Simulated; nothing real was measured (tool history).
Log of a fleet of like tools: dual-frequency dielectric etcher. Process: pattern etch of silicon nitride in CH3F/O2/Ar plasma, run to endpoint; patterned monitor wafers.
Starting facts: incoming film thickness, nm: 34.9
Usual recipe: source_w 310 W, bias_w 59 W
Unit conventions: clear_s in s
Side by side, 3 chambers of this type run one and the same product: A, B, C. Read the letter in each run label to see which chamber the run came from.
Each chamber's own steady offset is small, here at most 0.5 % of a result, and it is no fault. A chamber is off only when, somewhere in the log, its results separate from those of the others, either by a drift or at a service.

run  hour  source_w  bias_w  hours since the last wet clean  hours since the last source power generator calibration  hours since the last bias power generator calibration  clear_s
 1B   1.9       310      59                           393.4                                                   2429.4                                                 3819.2   59.546
 2C   4.4       310      59                           182.3                                                    288.1                                                 1857.2   59.429
 3A   6.7       310      59                           221.7                                                   1885.8                                                 2139.5   59.644
 4A   8.8       310      59                           223.8                                                   1887.9                                                 2141.6   59.192
 5C  12.2       310      59                           190.1                                                    295.9                                                   1865   59.269
 6B  16.1       310      59                           407.6                                                   2443.6                                                 3833.4   59.044
 7B    19       310      59                           410.5                                                   2446.5                                                 3836.3   59.456
 8A  22.6       270      45                           237.6                                                   1901.7                                                 2155.4   67.045
 9C  25.2       270      45                           203.1                                                    308.9                                                   1878   68.686
10C  27.8       270      45                           205.7                                                    311.5                                                 1880.6   68.166
11A  29.7       260      59                           244.7                                                   1908.8                                                 2162.5   62.168
     31.4  -- chamber B: source power generator calibrated
12B    33       260      59                           424.5                                                      1.6                                                 3850.3   62.691
13A    35       260      59                             250                                                   1914.1                                                 2167.8   61.772
14B    37       310      59                           428.5                                                      5.6                                                 3854.3   59.854
15C  40.3       310      53                           218.2                                                      324                                                 1893.1   62.196
16B  42.3       310      53                           433.8                                                     10.9                                                 3859.6   61.416
17C  45.7       310      53                           223.6                                                    329.4                                                 1898.5   61.404
18A  48.9       310      59                           263.9                                                     1928                                                 2181.7   57.501
19B  51.2       310      59                           442.7                                                     19.8                                                 3868.5   59.446
20A  55.3       310      59                           270.3                                                   1934.4                                                 2188.1    56.94
21C  58.6       310      59                           236.5                                                    342.3                                                 1911.4   59.403
22C  61.6       310      59                           239.5                                                    345.3                                                 1914.4    59.59

Which is it: a chamber that has drifted or been left off by a service, a gauge drift common to all chambers, or only each chamber's usual small offset? If a chamber is off, name it and its likeliest cause.

Little by little, chamber A moves away from the other chambers.
Most likely cause: etch rate over this chamber's usual, % = 3.97.

Chamber A could run next with any of the 4 candidate recipes listed below; each alters the usual settings, and their results appear as question marks. Which one brings its results back in line with what the other chambers deliver on the usual settings?
A result is in line if it is within this distance of the other chambers' mean on the usual settings: clear_s 1.3 s
23A-1  64.7       250      59                                                                                                                                                        ?
23A-2  64.7       330      62                                                                                                                                                        ?
23A-3  64.7       310      73                                                                                                                                                        ?
23A-4  64.7       290      56                                                                                                                                                        ?

On the usual settings, the other chambers give on average: clear_s 59.42 s
  run  clear_s
23A-1   61.908
23A-2    54.76
23A-3   53.019
23A-4   59.527
The right change is 23A-4: it brings the chamber back within the allowed miss of the others.
